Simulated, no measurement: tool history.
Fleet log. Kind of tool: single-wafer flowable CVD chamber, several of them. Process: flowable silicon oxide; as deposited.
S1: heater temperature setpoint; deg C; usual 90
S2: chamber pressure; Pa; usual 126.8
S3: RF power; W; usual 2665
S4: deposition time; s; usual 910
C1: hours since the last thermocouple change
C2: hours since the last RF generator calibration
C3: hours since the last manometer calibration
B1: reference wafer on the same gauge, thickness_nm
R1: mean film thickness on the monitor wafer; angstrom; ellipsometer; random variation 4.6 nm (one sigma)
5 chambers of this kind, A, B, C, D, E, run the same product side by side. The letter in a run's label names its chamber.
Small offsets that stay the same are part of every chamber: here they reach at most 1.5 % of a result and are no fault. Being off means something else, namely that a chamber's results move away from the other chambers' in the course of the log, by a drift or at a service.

{"run": "1C", "hour": 7.0, "S1": 90, "S2": 126.8, "S3": 2665, "S4": 910, "C1": 606.3, "C2": 1686.6, "C3": 1859.7, "B1": 980.13, "R1": 10098.0}
{"run": "2E", "hour": 10.4, "S1": 90, "S2": 126.8, "S3": 2665, "S4": 910, "C1": 1898.5, "C2": 240.2, "C3": 465.7, "B1": 979.42, "R1": 9943.1}
{"run": "3D", "hour": 14.6, "S1": 90, "S2": 126.8, "S3": 2665, "S4": 910, "C1": 1243.0, "C2": 457.7, "C3": 1126.7, "B1": 980.0, "R1": 10075.0}
{"run": "4A", "hour": 18.6, "S1": 90, "S2": 126.8, "S3": 2665, "S4": 910, "C1": 579.3, "C2": 277.5, "C3": 1535.7, "B1": 979.9, "R1": 10001.0}
{"run": "5B", "hour": 22.7, "S1": 90, "S2": 126.8, "S3": 2665, "S4": 910, "C1": 389.7, "C2": 1821.9, "C3": 1066.1, "B1": 980.41, "R1": 10033.0}
{"run": "6D", "hour": 30.1, "S1": 90, "S2": 126.8, "S3": 2665, "S4": 910, "C1": 1258.5, "C2": 473.2, "C3": 1142.2, "B1": 979.49, "R1": 10052.0}
{"run": "7E", "hour": 35.1, "S1": 104, "S2": 126.8, "S3": 2665, "S4": 749, "C1": 1923.2, "C2": 264.9, "C3": 490.4, "B1": 980.64, "R1": 5192.0}
{"run": "8A", "hour": 40.3, "S1": 104, "S2": 126.8, "S3": 2665, "S4": 749, "C1": 601.0, "C2": 299.2, "C3": 1557.4, "B1": 979.58, "R1": 5208.2}
{"run": "9C", "hour": 46.8, "S1": 104, "S2": 126.8, "S3": 2665, "S4": 749, "C1": 646.1, "C2": 1726.4, "C3": 1899.5, "B1": 980.13, "R1": 5235.1}
{"run": "10B", "hour": 54.2, "S1": 104, "S2": 126.8, "S3": 2665, "S4": 749, "C1": 421.2, "C2": 1853.4, "C3": 1097.6, "B1": 979.67, "R1": 5086.8}
{"run": "11E", "hour": 59.4, "S1": 104, "S2": 126.8, "S3": 2665, "S4": 749, "C1": 1947.5, "C2": 289.2, "C3": 514.7, "B1": 980.15, "R1": 5148.8}
{"hour": 65.8, "done": "chamber E: thermocouple changed; heater temperature recalibrated"}
{"run": "12B", "hour": 66.0, "S1": 90, "S2": 126.8, "S3": 2665, "S4": 910, "C1": 433.0, "C2": 1865.2, "C3": 1109.4, "B1": 978.89, "R1": 9917.6}
{"run": "13A", "hour": 70.7, "S1": 90, "S2": 126.8, "S3": 2665, "S4": 910, "C1": 631.4, "C2": 329.6, "C3": 1587.8, "B1": 981.26, "R1": 10104.0}
{"run": "14D", "hour": 75.4, "S1": 90, "S2": 126.8, "S3": 2665, "S4": 910, "C1": 1303.8, "C2": 518.5, "C3": 1187.5, "B1": 979.16, "R1": 10012.0}
{"run": "15C", "hour": 79.0, "S1": 90, "S2": 126.8, "S3": 2665, "S4": 910, "C1": 678.3, "C2": 1758.6, "C3": 1931.7, "B1": 979.51, "R1": 10115.0}
{"run": "16A", "hour": 86.0, "S1": 90, "S2": 126.8, "S3": 2665, "S4": 910, "C1": 646.7, "C2": 344.9, "C3": 1603.1, "B1": 979.42, "R1": 10133.0}
{"run": "17B", "hour": 91.3, "S1": 90, "S2": 126.8, "S3": 2665, "S4": 910, "C1": 458.3, "C2": 1890.5, "C3": 1134.7, "B1": 979.02, "R1": 9990.4}
{"run": "18E", "hour": 97.7, "S1": 90, "S2": 126.8, "S3": 2665, "S4": 910, "C1": 31.9, "C2": 327.5, "C3": 553.0, "B1": 980.05, "R1": 9985.6}
{"run": "19D", "hour": 104.7, "S1": 90, "S2": 126.8, "S3": 2665, "S4": 910, "C1": 1333.1, "C2": 547.8, "C3": 1216.8, "B1": 979.76, "R1": 9911.0}
{"run": "20C", "hour": 111.2, "S1": 90, "S2": 126.8, "S3": 2425, "S4": 910, "C1": 710.5, "C2": 1790.8, "C3": 1963.9, "B1": 980.02, "R1": 9942.3}
{"run": "21B", "hour": 118.5, "S1": 90, "S2": 126.8, "S3": 2425, "S4": 910, "C1": 485.5, "C2": 1917.7, "C3": 1161.9, "B1": 979.63, "R1": 9790.4}
{"run": "22D", "hour": 125.3, "S1": 90, "S2": 126.8, "S3": 2425, "S4": 910, "C1": 1353.7, "C2": 568.4, "C3": 1237.4, "B1": 980.46, "R1": 9892.2}
{"run": "23A", "hour": 129.5, "S1": 90, "S2": 126.8, "S3": 2425, "S4": 910, "C1": 690.2, "C2": 388.4, "C3": 1646.6, "B1": 981.27, "R1": 10041.0}
{"hour": 129.9, "done": "chamber C: capacitance manometer re-zeroed and calibrated"}
{"run": "24E", "hour": 135.9, "S1": 90, "S2": 126.8, "S3": 2425, "S4": 910, "C1": 70.1, "C2": 365.7, "C3": 591.2, "B1": 981.31, "R1": 9801.5}
{"run": "25C", "hour": 142.5, "S1": 90, "S2": 126.8, "S3": 2665, "S4": 910, "C1": 741.8, "C2": 1822.1, "C3": 12.6, "B1": 980.65, "R1": 10163.0}
{"run": "26A", "hour": 149.3, "S1": 90, "S2": 126.8, "S3": 2665, "S4": 910, "C1": 710.0, "C2": 408.2, "C3": 1666.4, "B1": 979.88, "R1": 10293.0}
{"run": "27E", "hour": 154.4, "S1": 90, "S2": 126.8, "S3": 2665, "S4": 910, "C1": 88.6, "C2": 384.2, "C3": 609.7, "B1": 979.68, "R1": 9875.3}
{"run": "28B", "hour": 158.3, "S1": 90, "S2": 126.8, "S3": 2665, "S4": 910, "C1": 525.3, "C2": 1957.5, "C3": 1201.7, "B1": 980.29, "R1": 10035.0}
{"run": "29C", "hour": 165.5, "S1": 90, "S2": 126.8, "S3": 2665, "S4": 910, "C1": 764.8, "C2": 1845.1, "C3": 35.6, "B1": 978.84, "R1": 10174.0}
{"run": "30D", "hour": 172.6, "S1": 90, "S2": 126.8, "S3": 2665, "S4": 910, "C1": 1401.0, "C2": 615.7, "C3": 1284.7, "B1": 978.8, "R1": 9966.2}
{"run": "31E", "hour": 179.1, "S1": 90, "S2": 126.8, "S3": 2665, "S4": 910, "C1": 113.3, "C2": 408.9, "C3": 634.4, "B1": 980.26, "R1": 9955.1}
{"run": "32B", "hour": 184.6, "S1": 77, "S2": 126.8, "S3": 2665, "S4": 910, "C1": 551.6, "C2": 1983.8, "C3": 1228.0, "B1": 980.01, "R1": 14477.0}
{"run": "33A", "hour": 190.1, "S1": 77, "S2": 126.8, "S3": 2665, "S4": 910, "C1": 750.8, "C2": 449.0, "C3": 1707.2, "B1": 980.96, "R1": 15071.0}
{"run": "34D", "hour": 195.3, "S1": 77, "S2": 126.8, "S3": 2665, "S4": 910, "C1": 1423.7, "C2": 638.4, "C3": 1307.4, "B1": 980.96, "R1": 14670.0}
{"run": "35C", "hour": 199.9, "S1": 77, "S2": 126.8, "S3": 2665, "S4": 910, "C1": 799.2, "C2": 1879.5, "C3": 70.0, "B1": 980.31, "R1": 14792.0}
{"run": "36E", "hour": 203.2, "S1": 77, "S2": 126.8, "S3": 2665, "S4": 910, "C1": 137.4, "C2": 433.0, "C3": 658.5, "B1": 979.46, "R1": 14409.0}
{"run": "37C", "hour": 209.3, "S1": 90, "S2": 126.8, "S3": 2665, "S4": 910, "C1": 808.6, "C2": 1888.9, "C3": 79.4, "B1": 981.88, "R1": 10052.0}
{"run": "38B", "hour": 213.3, "S1": 90, "S2": 126.8, "S3": 2665, "S4": 910, "C1": 580.3, "C2": 2012.5, "C3": 1256.7, "B1": 981.1, "R1": 10023.0}

Is one chamber out of step, is the gauge drifting, or do the chambers differ by no more than their own small offsets? For an off chamber, give its letter and the likeliest cause.

It is chamber A that slowly wanders off from its peers.
Likeliest cause: wafer temperature below the value expected at the setpoint (K) = 1.54.
The log might look much the same if the cause were instead: true pressure above the setpoint (%).

Here are 4 candidates for chamber A's next run, each the usual settings with a change, their results left as question marks. Which one brings its results back in line with what the others give on the usual settings?
Allowed miss from the other chambers' usual-settings mean, per result, to count as in line: R1 160.0 angstrom
{"run": "39A-1", "hour": 218.8, "S1": 90, "S2": 130.0, "S3": 2665, "S4": 922, "R1": "?"}
{"run": "39A-2", "hour": 218.8, "S1": 88, "S2": 126.8, "S3": 2665, "S4": 920, "R1": "?"}
{"run": "39A-3", "hour": 218.8, "S1": 90, "S2": 126.8, "S3": 2665, "S4": 871, "R1": "?"}
{"run": "39A-4", "hour": 218.8, "S1": 92, "S2": 126.8, "S3": 2660, "S4": 900, "R1": "?"}

Other chambers, usual settings, mean: R1 10003.0 angstrom
run=39A-1 R1=10867.0
run=39A-2 R1=11160.0
run=39A-3 R1=9961.2
run=39A-4 R1=9686.6
39A-3 is the one that brings the chamber's results back in line with the other chambers.

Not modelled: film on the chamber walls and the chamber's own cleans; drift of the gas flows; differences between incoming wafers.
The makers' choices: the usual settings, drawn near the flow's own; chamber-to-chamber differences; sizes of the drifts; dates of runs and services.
